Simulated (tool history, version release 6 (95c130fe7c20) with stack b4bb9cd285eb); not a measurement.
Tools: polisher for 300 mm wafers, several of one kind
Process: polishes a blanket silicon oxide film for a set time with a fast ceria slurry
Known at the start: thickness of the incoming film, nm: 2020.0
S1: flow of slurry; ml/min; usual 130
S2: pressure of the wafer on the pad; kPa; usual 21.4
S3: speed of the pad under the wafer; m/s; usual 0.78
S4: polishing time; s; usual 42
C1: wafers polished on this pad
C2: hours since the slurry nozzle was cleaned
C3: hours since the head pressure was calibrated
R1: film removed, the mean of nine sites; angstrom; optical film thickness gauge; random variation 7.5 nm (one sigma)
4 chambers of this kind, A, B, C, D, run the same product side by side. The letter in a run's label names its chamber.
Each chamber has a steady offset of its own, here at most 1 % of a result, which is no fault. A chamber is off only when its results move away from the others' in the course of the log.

run   hour   S1    S2    S3  S4    C1     C2      C3      R1
 1D     12  130  21.4  0.78  42   618    120   569.4  6397.2
 2C   26.1  130  21.4  0.78  42   884  157.6    62.4  6447.1
        28  -- chamber B: worn pad replaced by a new one
      35.4  -- chamber D: worn pad replaced by a new one
 3B   35.8  130  21.4  0.78  42   125  201.9  1343.8  6399.3
      40.3  -- chamber C: worn pad replaced by a new one
 4A   50.3  130  21.4  0.78  42   894  176.7   317.7  6532.2
 5A   59.7  130  21.4  0.78  42  1044  186.1   327.1  6420.2
      71.8  -- chamber B: slurry nozzle cleaned
 6D   72.7  130  21.4  0.78  42   596  180.7   630.1  6403.7
      74.3  -- chamber A: worn pad replaced by a new one
      78.4  -- chamber B: worn pad replaced by a new one
 7B   84.1  130  21.4  0.78  42    91   12.3  1392.1  6398.2
      84.8  -- chamber B: head pressure recalibrated
      92.1  -- chamber D: head pressure recalibrated
 8C   95.4  130  21.4  0.78  42   882  226.9   131.7  6459.8
     105.5  -- chamber D: worn pad replaced by a new one
 9C  105.7  130  21.4  0.78  29  1046  237.2     142  4526.3
     112.7  -- chamber A: head pressure recalibrated
10A  114.9  130  21.4  0.78  29   650  241.3     2.3  4133.7
     126.9  -- chamber C: worn pad replaced by a new one
11D  127.1  130  21.4  0.78  29   346  235.1      35    4461
     132.9  -- chamber B: worn pad replaced by a new one
12B  134.1  130  21.4  0.78  29    19   62.3    49.3  4455.4
13A  147.5  130  21.4  0.78  42  1171  273.9    34.9  6024.3
     150.5  -- chamber A: worn pad replaced by a new one
14C  157.1  130  21.4  0.78  42   484  288.6   193.4  6422.1
15B  172.3  130  21.4  0.78  42   630  100.5    87.5  6401.1
     174.8  -- chamber D: worn pad replaced by a new one
16D  182.1  130  21.4  0.78  42   116  290.1      90  6532.8
     185.8  -- chamber B: worn pad replaced by a new one
17B  188.9  130  21.4  0.78  42    51  117.1   104.1  6252.5
18C  197.1  130  21.4  0.78  42  1123  328.6   233.4  6499.7
       206  -- chamber C: worn pad replaced by a new one
19D  211.2  130  21.4  0.78  42   582  319.2   119.1  6489.7
20A  219.3  130  21.4  0.78  42  1101  345.7   106.7  6115.4
     229.5  -- chamber A: worn pad replaced by a new one
21A  232.3  130  21.4  0.78  42    45  358.7   119.7  5958.2
     233.7  -- chamber B: worn pad replaced by a new one
22B  240.7  130  21.4  0.78  42   112  168.9   155.9  6535.2
     244.4  -- chamber D: worn pad replaced by a new one
23C    251  130  21.4  0.78  42   720  382.5   287.3  6476.9
24D  259.3  130  21.4  0.78  42   239  367.3   167.2  6421.9
25A  273.3  130  21.4  0.78  42   700  399.7   160.7  6005.8

What goes on in this fleet: one chamber off, a drifting gauge, or nothing beyond the chambers' own small offsets? Name the chamber and the cause, if any.

A service left chamber A off against the others.
Cause: head's pressure below its setpoint, % = 7.22.

Here are 4 candidates for chamber A's next run, each the usual settings with a change, their results left as question marks. Which one brings its results back in line with what the others give on the usual settings?
In line means no further than this from the other chambers' mean on the usual settings: R1 260 angstrom
26A-1  284.4  125  21.4  0.68  42               ?
26A-2  284.4  130  21.4  0.72  42               ?
26A-3  284.4  130  22.1   0.8  42               ?
26A-4  284.4  130  21.4  0.84  45               ?

The other chambers' mean on the usual settings: R1 6410.5 angstrom
  run      R1
26A-1  5169.6
26A-2  5519.5
26A-3  6334.2
26A-4  6909.5
26A-3 brings the chamber back in line.
